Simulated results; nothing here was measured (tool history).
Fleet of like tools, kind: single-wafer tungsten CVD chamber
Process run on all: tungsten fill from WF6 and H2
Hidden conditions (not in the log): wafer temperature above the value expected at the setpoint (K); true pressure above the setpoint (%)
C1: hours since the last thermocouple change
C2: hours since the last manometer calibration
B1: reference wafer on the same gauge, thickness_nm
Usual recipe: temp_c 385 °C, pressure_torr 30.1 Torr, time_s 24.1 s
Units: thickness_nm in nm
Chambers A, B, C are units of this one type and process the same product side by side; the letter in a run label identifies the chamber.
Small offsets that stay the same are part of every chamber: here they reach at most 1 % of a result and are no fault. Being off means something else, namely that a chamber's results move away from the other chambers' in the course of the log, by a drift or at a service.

{"run": "1A", "day": 0.325, "temp_c": 385, "pressure_torr": 30.1, "time_s": 24.1, "C1": 708.3, "C2": 454.6, "B1": 48.922, "thickness_nm": 52.658}
{"run": "2C", "day": 0.642, "temp_c": 385, "pressure_torr": 30.1, "time_s": 24.1, "C1": 1395.4, "C2": 1991.6, "B1": 48.902, "thickness_nm": 52.839}
{"run": "3B", "day": 0.929, "temp_c": 385, "pressure_torr": 30.1, "time_s": 24.1, "C1": 1009.9, "C2": 966.9, "B1": 48.872, "thickness_nm": 52.302}
{"run": "4B", "day": 1.15, "temp_c": 385, "pressure_torr": 30.1, "time_s": 24.1, "C1": 1015.2, "C2": 972.2, "B1": 48.874, "thickness_nm": 52.359}
{"run": "5A", "day": 1.508, "temp_c": 385, "pressure_torr": 30.1, "time_s": 24.1, "C1": 736.7, "C2": 483.0, "B1": 48.875, "thickness_nm": 52.545}
{"run": "6C", "day": 1.671, "temp_c": 385, "pressure_torr": 30.1, "time_s": 24.1, "C1": 1420.1, "C2": 2016.3, "B1": 48.92, "thickness_nm": 53.073}
{"run": "7B", "day": 2.025, "temp_c": 385, "pressure_torr": 30.1, "time_s": 24.1, "C1": 1036.2, "C2": 993.2, "B1": 48.909, "thickness_nm": 52.457}
{"run": "8C", "day": 2.308, "temp_c": 385, "pressure_torr": 30.1, "time_s": 24.1, "C1": 1435.4, "C2": 2031.6, "B1": 48.915, "thickness_nm": 52.38}
{"run": "9A", "day": 2.562, "temp_c": 395, "pressure_torr": 30.1, "time_s": 24.1, "C1": 762.0, "C2": 508.3, "B1": 48.938, "thickness_nm": 63.825}
{"run": "10B", "day": 2.867, "temp_c": 395, "pressure_torr": 30.1, "time_s": 24.1, "C1": 1056.4, "C2": 1013.4, "B1": 48.854, "thickness_nm": 63.145}
{"run": "11C", "day": 3.033, "temp_c": 395, "pressure_torr": 30.1, "time_s": 24.1, "C1": 1452.8, "C2": 2049.0, "B1": 48.899, "thickness_nm": 63.918}
{"run": "12A", "day": 3.208, "temp_c": 392, "pressure_torr": 30.1, "time_s": 24.1, "C1": 777.5, "C2": 523.8, "B1": 48.917, "thickness_nm": 60.579}
{"run": "13A", "day": 3.421, "temp_c": 392, "pressure_torr": 30.1, "time_s": 24.1, "C1": 782.6, "C2": 528.9, "B1": 48.894, "thickness_nm": 60.082}
{"run": "14B", "day": 3.671, "temp_c": 392, "pressure_torr": 30.1, "time_s": 24.1, "C1": 1075.7, "C2": 1032.7, "B1": 48.883, "thickness_nm": 59.954}
{"run": "15C", "day": 3.888, "temp_c": 385, "pressure_torr": 30.1, "time_s": 24.1, "C1": 1473.3, "C2": 2069.5, "B1": 48.974, "thickness_nm": 53.332}
{"run": "16A", "day": 4.054, "temp_c": 385, "pressure_torr": 30.1, "time_s": 24.1, "C1": 797.8, "C2": 544.1, "B1": 48.948, "thickness_nm": 52.533}
{"run": "17B", "day": 4.288, "temp_c": 385, "pressure_torr": 30.1, "time_s": 24.1, "C1": 1090.5, "C2": 1047.5, "B1": 48.861, "thickness_nm": 52.489}
{"run": "18C", "day": 4.592, "temp_c": 385, "pressure_torr": 30.1, "time_s": 24.1, "C1": 1490.2, "C2": 2086.4, "B1": 48.911, "thickness_nm": 53.394}
{"run": "19B", "day": 4.812, "temp_c": 385, "pressure_torr": 30.1, "time_s": 24.1, "C1": 1103.1, "C2": 1060.1, "B1": 48.956, "thickness_nm": 52.95}
{"run": "20C", "day": 5.171, "temp_c": 385, "pressure_torr": 30.1, "time_s": 24.1, "C1": 1504.1, "C2": 2100.3, "B1": 48.921, "thickness_nm": 53.655}
{"run": "21A", "day": 5.454, "temp_c": 385, "pressure_torr": 30.1, "time_s": 24.1, "C1": 831.4, "C2": 577.7, "B1": 48.9, "thickness_nm": 52.191}
{"run": "22A", "day": 5.804, "temp_c": 392, "pressure_torr": 30.1, "time_s": 27.7, "C1": 839.8, "C2": 586.1, "B1": 48.835, "thickness_nm": 70.022}
{"run": "23B", "day": 6.162, "temp_c": 392, "pressure_torr": 30.1, "time_s": 27.7, "C1": 1135.5, "C2": 1092.5, "B1": 48.959, "thickness_nm": 68.645}
{"run": "24C", "day": 6.392, "temp_c": 392, "pressure_torr": 30.1, "time_s": 27.7, "C1": 1533.4, "C2": 2129.6, "B1": 48.9, "thickness_nm": 71.498}
{"run": "25B", "day": 6.575, "temp_c": 385, "pressure_torr": 30.1, "time_s": 24.1, "C1": 1145.4, "C2": 1102.4, "B1": 48.864, "thickness_nm": 52.568}
{"run": "26A", "day": 6.75, "temp_c": 385, "pressure_torr": 34.2, "time_s": 28.6, "C1": 862.5, "C2": 608.8, "B1": 48.884, "thickness_nm": 66.949}
{"run": "27C", "day": 7.0, "temp_c": 385, "pressure_torr": 34.2, "time_s": 28.6, "C1": 1548.0, "C2": 2144.2, "B1": 48.889, "thickness_nm": 68.84}
{"run": "28A", "day": 7.3, "temp_c": 385, "pressure_torr": 34.2, "time_s": 28.6, "C1": 875.7, "C2": 622.0, "B1": 48.919, "thickness_nm": 65.804}
{"run": "29C", "day": 7.462, "temp_c": 385, "pressure_torr": 30.1, "time_s": 24.1, "C1": 1559.1, "C2": 2155.3, "B1": 48.887, "thickness_nm": 54.368}
{"run": "30B", "day": 7.746, "temp_c": 385, "pressure_torr": 30.1, "time_s": 24.1, "C1": 1173.5, "C2": 1130.5, "B1": 48.887, "thickness_nm": 52.47}
{"run": "31A", "day": 7.908, "temp_c": 385, "pressure_torr": 30.1, "time_s": 24.1, "C1": 890.3, "C2": 636.6, "B1": 48.917, "thickness_nm": 52.557}
{"run": "32C", "day": 8.175, "temp_c": 385, "pressure_torr": 30.1, "time_s": 24.1, "C1": 1576.2, "C2": 2172.4, "B1": 48.89, "thickness_nm": 54.331}
{"run": "33B", "day": 8.525, "temp_c": 385, "pressure_torr": 30.1, "time_s": 24.1, "C1": 1192.2, "C2": 1149.2, "B1": 48.899, "thickness_nm": 52.375}
{"run": "34A", "day": 8.862, "temp_c": 385, "pressure_torr": 30.1, "time_s": 24.1, "C1": 913.2, "C2": 659.5, "B1": 48.889, "thickness_nm": 52.719}
{"run": "35B", "day": 9.054, "temp_c": 385, "pressure_torr": 30.1, "time_s": 24.1, "C1": 1204.9, "C2": 1161.9, "B1": 48.947, "thickness_nm": 52.793}
{"run": "36C", "day": 9.3, "temp_c": 385, "pressure_torr": 30.1, "time_s": 24.1, "C1": 1603.2, "C2": 2199.4, "B1": 48.889, "thickness_nm": 54.752}
{"run": "37C", "day": 9.483, "temp_c": 385, "pressure_torr": 30.1, "time_s": 24.1, "C1": 1607.6, "C2": 2203.8, "B1": 48.876, "thickness_nm": 54.616}

Which is it: a chamber that has drifted or been left off by a service, a gauge drift common to all chambers, or only each chamber's usual small offset? If a chamber is off, name it and its likeliest cause.

Chamber C drifts away from the others.
Likeliest cause: true pressure above the setpoint (%) = 8.05.
With only this log, it may be confused with: wafer temperature above the value expected at the setpoint (K).

Below are 4 candidate recipes for chamber C's next run, each the usual settings with a change, their results shown as question marks. Which of them brings C's results back in line with what the other chambers give on the usual settings?
To be in line, a result may differ from the other chambers' mean on the usual settings by at most: thickness_nm 0.940 nm
{"run": "38C-1", "day": 9.746, "temp_c": 384, "pressure_torr": 29.8, "time_s": 23.8, "thickness_nm": "?"}
{"run": "38C-2", "day": 9.746, "temp_c": 385, "pressure_torr": 30.2, "time_s": 24.2, "thickness_nm": "?"}
{"run": "38C-3", "day": 9.746, "temp_c": 385, "pressure_torr": 30.0, "time_s": 24.0, "thickness_nm": "?"}
{"run": "38C-4", "day": 9.746, "temp_c": 386, "pressure_torr": 30.4, "time_s": 24.4, "thickness_nm": "?"}

What the other chambers average on the usual settings: thickness_nm 52.704 nm
run=38C-1 thickness_nm=53.032
run=38C-2 thickness_nm=55.361
run=38C-3 thickness_nm=54.726
run=38C-4 thickness_nm=57.116
With 38C-1, the chamber falls back in line with the rest.
